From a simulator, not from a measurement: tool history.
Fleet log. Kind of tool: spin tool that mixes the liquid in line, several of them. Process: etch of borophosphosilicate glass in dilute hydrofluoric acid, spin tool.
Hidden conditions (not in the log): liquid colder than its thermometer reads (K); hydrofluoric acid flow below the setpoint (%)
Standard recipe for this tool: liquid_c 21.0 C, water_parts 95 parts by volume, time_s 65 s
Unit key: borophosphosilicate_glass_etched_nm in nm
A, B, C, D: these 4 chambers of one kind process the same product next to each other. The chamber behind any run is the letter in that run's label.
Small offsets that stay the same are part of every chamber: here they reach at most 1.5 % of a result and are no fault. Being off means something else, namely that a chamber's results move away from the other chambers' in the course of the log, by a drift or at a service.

run,hour,liquid_c,water_parts,time_s,hours since the thermometer was replaced,hours since the hydrofluoric acid flow meter was replaced,"read-back film thickness of the borophosphosilicate glass reference wafer, read on the same gauge (nm)",borophosphosilicate_glass_etched_nm
1B,4.1,21.0,95,65,876.2,506.9,130.02,21.914
2A,9.9,21.0,95,65,1009.1,180.9,130.00,21.709
3D,16.1,21.0,95,65,1016.8,931.7,130.00,22.065
4C,22.4,21.0,95,65,383.1,288.6,129.96,22.100
5C,25.4,21.0,95,80,386.1,291.6,130.03,27.350
6A,30.6,21.0,95,80,1029.8,201.6,130.04,27.360
7D,34.8,21.0,95,80,1035.5,950.4,130.00,27.103
8B,39.6,21.0,95,80,911.7,542.4,129.95,26.786
9D,44.5,21.0,95,65,1045.2,960.1,130.01,21.926
10B,50.4,21.0,95,65,922.5,553.2,130.02,22.310
11C,56.5,21.0,95,65,417.2,322.7,129.95,22.519
12A,61.7,18.5,95,65,1060.9,232.7,129.98,20.019
13B,67.5,18.5,95,65,939.6,570.3,129.97,19.653
14A,70.8,18.5,95,65,1070.0,241.8,130.01,20.063
15C,76.4,18.5,95,65,437.1,342.6,130.02,19.949
16D,82.7,21.0,95,65,1083.4,998.3,130.03,21.960
17B,88.3,21.0,95,65,960.4,591.1,129.98,21.846
18A,93.3,21.0,95,65,1092.5,264.3,130.01,21.709
19D,99.3,24.0,95,65,1100.0,1014.9,130.02,24.648
20C,104.3,24.0,95,65,465.0,370.5,129.99,24.948
21C,108.7,24.0,95,65,469.4,374.9,129.98,24.982
22B,112.4,24.0,95,65,984.5,615.2,129.97,24.527
23A,117.0,21.0,95,65,1116.2,288.0,130.00,21.662
24D,122.5,21.0,95,65,1123.2,1038.1,130.03,21.636
25A,125.6,21.0,95,65,1124.8,296.6,130.01,22.194
26D,131.7,21.0,95,65,1132.4,1047.3,130.00,21.928
27C,137.0,21.0,95,65,497.7,403.2,129.99,22.189
28B,142.8,21.0,95,65,1014.9,645.6,129.99,21.226
29A,146.2,21.0,95,65,1145.4,317.2,130.02,22.092
30C,152.4,21.0,95,65,513.1,418.6,130.01,22.152
31B,156.8,21.0,95,65,1028.9,659.6,130.01,21.114
32D,162.4,21.0,95,65,1163.1,1078.0,130.02,22.119
33D,166.7,21.0,95,65,1167.4,1082.3,130.01,22.167
34B,171.5,21.0,95,65,1043.6,674.3,130.00,20.420
35A,175.7,21.0,95,65,1174.9,346.7,129.98,21.934
36C,180.0,21.0,95,65,540.7,446.2,130.00,22.270
37A,183.0,21.0,95,65,1182.2,354.0,130.00,21.772
38B,187.2,18.0,95,65,1059.3,690.0,130.00,18.112
39D,193.9,18.0,95,65,1194.6,1109.5,130.03,19.250
40C,199.5,18.0,95,65,560.2,465.7,130.01,19.762

Decide between three cases: one chamber stands off from its peers, the gauge reading all wafers drifts, or nothing is wrong past each chamber's small offset. Where a chamber is off, say which and what most likely put it there.

Little by little, chamber B moves away from the other chambers.
Cause: hydrofluoric acid flow below the setpoint (%) = 6.
The log may not tell that from: liquid colder than its thermometer reads (K).

Chamber B could run next with any of the 4 candidate recipes listed below; each alters the usual settings, and their results appear as question marks. Which one brings its results back in line with what the other chambers deliver on the usual settings?
To be in line, a result may differ from the other chambers' mean on the usual settings by at most: borophosphosilicate_glass_etched_nm 0.740 nm
41B-1,204.5,21.0,95,60,,,,?
41B-2,204.5,21.5,90,70,,,,?
41B-3,204.5,21.0,110,65,,,,?
41B-4,204.5,21.0,95,70,,,,?

On the usual settings, the other chambers give on average: borophosphosilicate_glass_etched_nm 22.034 nm
run,borophosphosilicate_glass_etched_nm
41B-1,18.857
41B-2,23.833
41B-3,17.366
41B-4,22.000
It is 41B-4 that realigns the chamber with its peers.

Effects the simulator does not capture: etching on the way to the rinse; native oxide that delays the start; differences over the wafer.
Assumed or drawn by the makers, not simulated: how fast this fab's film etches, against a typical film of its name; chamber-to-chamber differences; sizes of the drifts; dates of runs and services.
